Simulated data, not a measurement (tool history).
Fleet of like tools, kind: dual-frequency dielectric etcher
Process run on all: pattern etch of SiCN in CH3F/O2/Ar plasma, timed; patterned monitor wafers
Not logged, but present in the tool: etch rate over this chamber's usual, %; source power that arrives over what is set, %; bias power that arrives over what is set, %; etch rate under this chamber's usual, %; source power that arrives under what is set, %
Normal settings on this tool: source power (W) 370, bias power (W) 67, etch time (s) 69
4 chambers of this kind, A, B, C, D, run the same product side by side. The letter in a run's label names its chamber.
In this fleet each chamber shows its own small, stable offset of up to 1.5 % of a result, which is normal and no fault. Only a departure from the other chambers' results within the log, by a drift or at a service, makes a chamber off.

| run | hour | source power (W) | bias power (W) | etch time (s) | hours since the last wet clean | hours since the last source power generator calibration | hours since the last bias power generator calibration | read-back reference wafer on the same gauge, depth_nm | mean etch depth across the wafer (angstrom) |
|---|---|---|---|---|---|---|---|---|---|
| 1A | 7.8 | 370 | 67 | 69 | 130.4 | 2360.7 | 2225.7 | 23.812 | 242.76 |
| 2B | 16.1 | 370 | 67 | 69 | 316.0 | 2031.0 | 439.8 | 23.805 | 245.62 |
| 3D | 26.5 | 370 | 67 | 69 | 86.0 | 163.3 | 485.6 | 23.817 | 243.78 |
| 4C | 34.5 | 370 | 67 | 69 | 343.4 | 3771.2 | 2872.7 | 23.818 | 246.82 |
| 5D | 41.8 | 370 | 67 | 69 | 101.3 | 178.6 | 500.9 | 23.790 | 243.51 |
| 6B | 52.2 | 370 | 67 | 69 | 352.1 | 2067.1 | 475.9 | 23.794 | 246.78 |
| 7C | 57.5 | 370 | 67 | 69 | 366.4 | 3794.2 | 2895.7 | 23.809 | 246.40 |
| 8A | 66.1 | 370 | 67 | 69 | 188.7 | 2419.0 | 2284.0 | 23.801 | 242.81 |
| 9D | 72.4 | 370 | 67 | 69 | 131.9 | 209.2 | 531.5 | 23.792 | 243.69 |
| 10A | 79.0 | 370 | 67 | 69 | 201.6 | 2431.9 | 2296.9 | 23.801 | 242.98 |
|  | 80.3 | chamber C: source power generator calibrated |
|  | 85.8 | chamber C: wet clean of the chamber |
| 11C | 89.0 | 370 | 51 | 88 | 3.3 | 8.7 | 2927.2 | 23.811 | 286.90 |
| 12B | 97.9 | 370 | 51 | 88 | 397.8 | 2112.8 | 521.6 | 23.803 | 286.83 |
| 13D | 106.7 | 370 | 51 | 88 | 166.2 | 243.5 | 565.8 | 23.800 | 279.75 |
| 14B | 117.2 | 370 | 51 | 88 | 417.1 | 2132.1 | 540.9 | 23.792 | 285.39 |
| 15C | 127.1 | 370 | 67 | 69 | 41.4 | 46.8 | 2965.3 | 23.799 | 247.04 |
| 16A | 132.8 | 370 | 67 | 69 | 255.4 | 2485.7 | 2350.7 | 23.830 | 242.71 |
| 17B | 140.5 | 370 | 67 | 69 | 440.4 | 2155.4 | 564.2 | 23.796 | 245.93 |
| 18C | 145.4 | 370 | 67 | 69 | 59.7 | 65.1 | 2983.6 | 23.783 | 246.96 |
| 19D | 155.4 | 370 | 67 | 69 | 214.9 | 292.2 | 614.5 | 23.804 | 237.77 |
| 20A | 160.9 | 370 | 67 | 69 | 283.5 | 2513.8 | 2378.8 | 23.782 | 242.19 |
| 21A | 170.5 | 370 | 67 | 69 | 293.1 | 2523.4 | 2388.4 | 23.825 | 243.68 |
| 22B | 177.3 | 370 | 67 | 69 | 477.2 | 2192.2 | 601.0 | 23.800 | 246.95 |
| 23D | 186.2 | 370 | 67 | 69 | 245.7 | 323.0 | 645.3 | 23.777 | 239.06 |
| 24C | 196.0 | 370 | 67 | 69 | 110.3 | 115.7 | 3034.2 | 23.779 | 247.02 |
| 25A | 203.0 | 370 | 67 | 69 | 325.6 | 2555.9 | 2420.9 | 23.797 | 242.62 |

Is one chamber off against the others, does the gauge drift, or is nothing wrong? If a chamber is off, say which, and what the likeliest cause is.

Chamber D drifts away from the others.
Likeliest cause: etch rate under this chamber's usual, % = 3.15.

Below are 4 candidate recipes for chamber D's next run, each the usual settings with a change, their results shown as question marks. Which of them brings D's results back in line with what the other chambers give on the usual settings?
Maximum distance from the other chambers' mean on the usual settings for a result to count as in line: mean etch depth across the wafer (angstrom) 3.00
| 26D-1 | 210.6 | 370 | 79 | 69.0 |  |  |  |  | ? |
| 26D-2 | 210.6 | 370 | 67 | 71.0 |  |  |  |  | ? |
| 26D-3 | 210.6 | 370 | 66 | 65.5 |  |  |  |  | ? |
| 26D-4 | 210.6 | 370 | 67 | 67.0 |  |  |  |  | ? |

Mean of the other chambers on the usual settings: mean etch depth across the wafer (angstrom) 245.15
| run | mean etch depth across the wafer (angstrom) |
|---|---|
| 26D-1 | 251.49 |
| 26D-2 | 243.82 |
| 26D-3 | 223.73 |
| 26D-4 | 230.08 |
With 26D-2, the chamber falls back in line with the rest.

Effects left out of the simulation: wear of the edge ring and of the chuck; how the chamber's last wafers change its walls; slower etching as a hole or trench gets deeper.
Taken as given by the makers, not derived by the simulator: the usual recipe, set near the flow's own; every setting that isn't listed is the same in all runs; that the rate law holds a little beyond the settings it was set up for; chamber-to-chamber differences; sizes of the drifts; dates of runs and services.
